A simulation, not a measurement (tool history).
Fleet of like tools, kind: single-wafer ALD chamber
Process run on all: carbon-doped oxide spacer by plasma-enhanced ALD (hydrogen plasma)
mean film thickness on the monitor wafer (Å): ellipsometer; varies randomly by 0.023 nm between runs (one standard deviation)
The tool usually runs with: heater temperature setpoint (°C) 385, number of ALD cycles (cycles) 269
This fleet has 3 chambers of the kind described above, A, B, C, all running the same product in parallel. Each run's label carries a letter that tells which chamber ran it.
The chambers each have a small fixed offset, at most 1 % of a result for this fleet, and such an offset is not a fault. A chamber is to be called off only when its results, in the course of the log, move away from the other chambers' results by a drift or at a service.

| run | hour | heater temperature setpoint (°C) | number of ALD cycles (cycles) | hours since the last thermocouple change | read-back reference wafer on the same gauge, thickness_nm | mean film thickness on the monitor wafer (Å) |
|---|---|---|---|---|---|---|
| 1C | 11.7 | 385 | 269 | 1127.6 | 11.402 | 134.63 |
| 2A | 25.7 | 385 | 269 | 1630.2 | 11.410 | 134.48 |
| 3B | 34.5 | 385 | 269 | 565.3 | 11.406 | 134.83 |
| 4A | 48.1 | 385 | 269 | 1652.6 | 11.412 | 134.61 |
| 5C | 60.7 | 385 | 269 | 1176.6 | 11.414 | 134.71 |
| 6B | 70.8 | 385 | 269 | 601.6 | 11.414 | 135.05 |
| 7A | 78.3 | 385 | 269 | 1682.8 | 11.417 | 135.00 |
| 8C | 88.8 | 385 | 269 | 1204.7 | 11.419 | 135.12 |
| 9B | 95.2 | 385 | 269 | 626.0 | 11.418 | 135.93 |
| 10B | 105.8 | 385 | 269 | 636.6 | 11.423 | 135.29 |
| 11A | 116.1 | 385 | 269 | 1720.6 | 11.425 | 135.12 |
| 12C | 124.6 | 385 | 269 | 1240.5 | 11.429 | 135.25 |
| 13A | 138.2 | 385 | 269 | 1742.7 | 11.435 | 134.73 |
| 14C | 151.1 | 385 | 269 | 1267.0 | 11.433 | 134.75 |
| 15B | 163.4 | 393 | 246 | 694.2 | 11.434 | 124.35 |
| 16C | 169.7 | 393 | 246 | 1285.6 | 11.438 | 124.04 |
| 17B | 178.1 | 393 | 246 | 708.9 | 11.446 | 123.89 |
| 18A | 187.3 | 385 | 269 | 1791.8 | 11.442 | 135.38 |
| 19C | 198.3 | 385 | 269 | 1314.2 | 11.443 | 134.91 |
| 20A | 208.9 | 385 | 269 | 1813.4 | 11.446 | 135.07 |
| 21B | 216.6 | 385 | 303 | 747.4 | 11.448 | 153.04 |
| 22B | 228.6 | 385 | 303 | 759.4 | 11.454 | 153.41 |
| 23A | 241.9 | 385 | 303 | 1846.4 | 11.451 | 152.15 |
| 24C | 253.7 | 385 | 269 | 1369.6 | 11.453 | 135.43 |
| 25C | 265.3 | 385 | 269 | 1381.2 | 11.462 | 135.65 |
| 26B | 275.4 | 385 | 269 | 806.2 | 11.462 | 135.99 |
| 27A | 283.1 | 385 | 269 | 1887.6 | 11.463 | 135.20 |
|  | 294.2 | chamber A: thermocouple changed; heater temperature recalibrated |
| 28C | 294.6 | 385 | 269 | 1410.5 | 11.465 | 135.36 |
| 29B | 303.0 | 385 | 269 | 833.8 | 11.467 | 136.28 |
| 30A | 316.0 | 385 | 269 | 21.8 | 11.468 | 135.13 |
| 31A | 324.8 | 385 | 269 | 30.6 | 11.477 | 135.57 |
| 32C | 337.5 | 385 | 269 | 1453.4 | 11.479 | 135.69 |
| 33B | 345.4 | 385 | 269 | 876.2 | 11.477 | 136.09 |

Is one chamber out of step, is the gauge drifting, or do the chambers differ by no more than their own small offsets? For an off chamber, give its letter and the likeliest cause.

The gauge drifts, so all chambers seem to drift together. No chamber is off.
Most likely cause: gauge reads high (%) = 0.7.
